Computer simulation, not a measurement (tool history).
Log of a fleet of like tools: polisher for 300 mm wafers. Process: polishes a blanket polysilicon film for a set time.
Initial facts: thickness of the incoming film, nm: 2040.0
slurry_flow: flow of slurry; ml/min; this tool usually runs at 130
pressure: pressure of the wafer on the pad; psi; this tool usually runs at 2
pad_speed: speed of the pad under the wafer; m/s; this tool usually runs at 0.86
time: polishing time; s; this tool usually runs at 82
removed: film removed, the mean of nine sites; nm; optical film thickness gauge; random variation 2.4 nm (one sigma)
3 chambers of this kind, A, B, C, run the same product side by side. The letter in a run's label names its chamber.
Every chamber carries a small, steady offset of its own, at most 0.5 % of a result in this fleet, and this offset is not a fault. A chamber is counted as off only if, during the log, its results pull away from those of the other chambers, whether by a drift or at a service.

Run 1A, day 0.550: usual settings. Result: removed 344.86 nm.
Run 2C, day 0.892: usual settings. Result: removed 344.78 nm.
At day 1.000: chamber B: slurry nozzle cleaned.
Run 3B, day 1.338: usual settings. Result: removed 349.17 nm.
At day 1.650: chamber B: worn pad replaced by a new one.
Run 4C, day 1.842: usual settings. Result: removed 343.14 nm.
Run 5B, day 2.421: usual settings. Result: removed 345.21 nm.
Run 6A, day 2.758: usual settings but time 109 s. Result: removed 454.46 nm.
At day 3.021: chamber A: worn pad replaced by a new one.
Run 7A, day 3.188: usual settings but time 109 s. Result: removed 455.16 nm.
Run 8B, day 3.508: usual settings but time 109 s. Result: removed 461.21 nm.
At day 3.571: chamber A: head pressure recalibrated.
Run 9C, day 4.079: usual settings. Result: removed 337.79 nm.
Run 10B, day 4.671: usual settings but time 92 s. Result: removed 385.92 nm.
Run 11C, day 5.062: usual settings but time 92 s. Result: removed 376.69 nm.
Run 12A, day 5.367: usual settings but time 92 s. Result: removed 385.91 nm.
Run 13B, day 5.892: usual settings. Result: removed 343.77 nm.
At day 6.212: chamber A: worn pad replaced by a new one.
Run 14C, day 6.392: usual settings but slurry_flow 170 ml/min. Result: removed 347.34 nm.
Run 15A, day 6.667: usual settings but slurry_flow 170 ml/min. Result: removed 361.07 nm.
Run 16C, day 6.971: usual settings but slurry_flow 170 ml/min. Result: removed 338.67 nm.
Run 17B, day 7.508: usual settings. Result: removed 343.01 nm.
At day 7.896: chamber B: worn pad replaced by a new one.
Run 18A, day 7.904: usual settings. Result: removed 346.85 nm.
Run 19B, day 8.358: usual settings. Result: removed 342.50 nm.
Run 20C, day 8.921: usual settings. Result: removed 316.49 nm.

Each of the 3 chambers runs these same settings next. Fill in every chamber's results:
Run 21A, day 9.358: usual settings. Result: removed ?.
Run 21B, day 9.358: usual settings. Result: removed ?.
Run 21C, day 9.358: usual settings. Result: removed ?.

run  removed
21A   339.96
21B   343.29
21C   308.42

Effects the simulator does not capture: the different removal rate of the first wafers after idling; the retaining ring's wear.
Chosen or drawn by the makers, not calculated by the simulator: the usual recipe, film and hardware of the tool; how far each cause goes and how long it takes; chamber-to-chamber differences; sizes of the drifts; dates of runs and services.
